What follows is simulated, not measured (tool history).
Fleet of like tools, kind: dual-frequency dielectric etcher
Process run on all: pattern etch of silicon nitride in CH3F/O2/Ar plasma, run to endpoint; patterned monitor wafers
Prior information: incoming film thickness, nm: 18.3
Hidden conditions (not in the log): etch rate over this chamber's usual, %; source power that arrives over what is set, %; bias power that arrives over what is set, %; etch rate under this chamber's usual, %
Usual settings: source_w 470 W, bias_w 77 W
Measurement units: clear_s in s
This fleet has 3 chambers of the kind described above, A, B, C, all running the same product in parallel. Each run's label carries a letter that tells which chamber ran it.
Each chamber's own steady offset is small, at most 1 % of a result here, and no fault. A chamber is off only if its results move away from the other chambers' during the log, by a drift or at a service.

run	day	source_w	bias_w	hours since the last wet clean	hours since the last source power generator calibration	hours since the last bias power generator calibration	clear_s
1A	0.246	470	77	167.2	307.3	876.5	24.536
2C	0.725	470	77	199.1	2134.9	724.9	23.955
3B	1.075	470	77	340.9	3070.5	1235.1	24.41
4B	1.571	470	77	352.8	3082.4	1247	24.326
5A	1.992	420	95	209.1	349.2	918.4	23.688
6C	2.238	420	95	235.4	2171.2	761.2	23.837
7B	2.5	420	95	375.1	3104.7	1269.3	23.392
8A	3.012	470	77	233.6	373.7	942.9	24.419
9C	3.525	470	77	266.3	2202.1	792.1	24.508
# day 3.717: chamber B: wet clean of the chamber
10B	3.983	520	59	6.5	3140.3	1304.9	25.214
11A	4.325	520	59	265.1	405.2	974.4	25.769
12C	4.858	520	59	298.3	2234.1	824.1	25.375
13A	5.146	470	77	284.8	424.9	994.1	24.311
14C	5.621	470	77	316.6	2252.4	842.4	24.587
15B	6.008	470	77	55.1	3188.9	1353.5	24.2
16C	6.412	470	77	335.6	2271.4	861.4	24.496
17B	6.842	470	77	75.1	3208.9	1373.5	24.339
18A	7.208	470	77	334.3	474.4	1043.6	24.341
19B	7.717	470	77	96.1	3229.9	1394.5	24.221
20A	8.242	470	77	359.1	499.2	1068.4	24.329
21C	8.738	470	77	391.4	2327.2	917.2	24.323
# day 8.825: chamber C: wet clean of the chamber
22A	9.225	470	77	382.7	522.8	1092	24.587
23C	9.675	470	77	20.4	2349.7	939.7	24.296
24B	10.108	470	77	153.5	3287.3	1451.9	24.04
25B	10.367	470	77	159.7	3293.5	1458.1	24.112
# day 10.412: chamber A: wet clean of the chamber
26A	10.662	470	77	6	557.3	1126.5	24.431
# day 10.771: chamber C: source power generator calibrated
27C	10.992	470	77	52	5.4	971.3	24.609
28A	11.392	470	77	23.5	574.8	1144	24.106
29C	11.912	470	77	74.1	27.5	993.4	24.499
30B	12.442	470	77	209.5	3343.3	1507.9	24.32
31A	12.712	470	77	55.2	606.5	1175.7	24.241
32B	12.971	470	77	222.2	3356	1520.6	24.259
33C	13.421	470	77	110.3	63.7	1029.6	24.42
34A	13.692	470	77	78.7	630	1199.2	24.427
35B	13.967	470	77	246.1	3379.9	1544.5	24.229
36C	14.333	510	77	132.2	85.6	1051.5	23.571
37C	14.771	510	77	142.7	96.1	1062	23.749
38A	15.083	510	77	112.1	663.4	1232.6	23.652
39B	15.542	470	77	283.9	3417.7	1582.3	23.961
40B	15.804	550	90	290.2	3424	1588.6	21.891
41C	16.262	550	90	178.5	131.9	1097.8	22

All 3 chambers run these settings next. Forecast each chamber's results:
42A	16.646	470	77				?
42B	16.646	470	77				?
42C	16.646	470	77				?

run	clear_s
42A	24.324
42B	24.458
42C	24.1
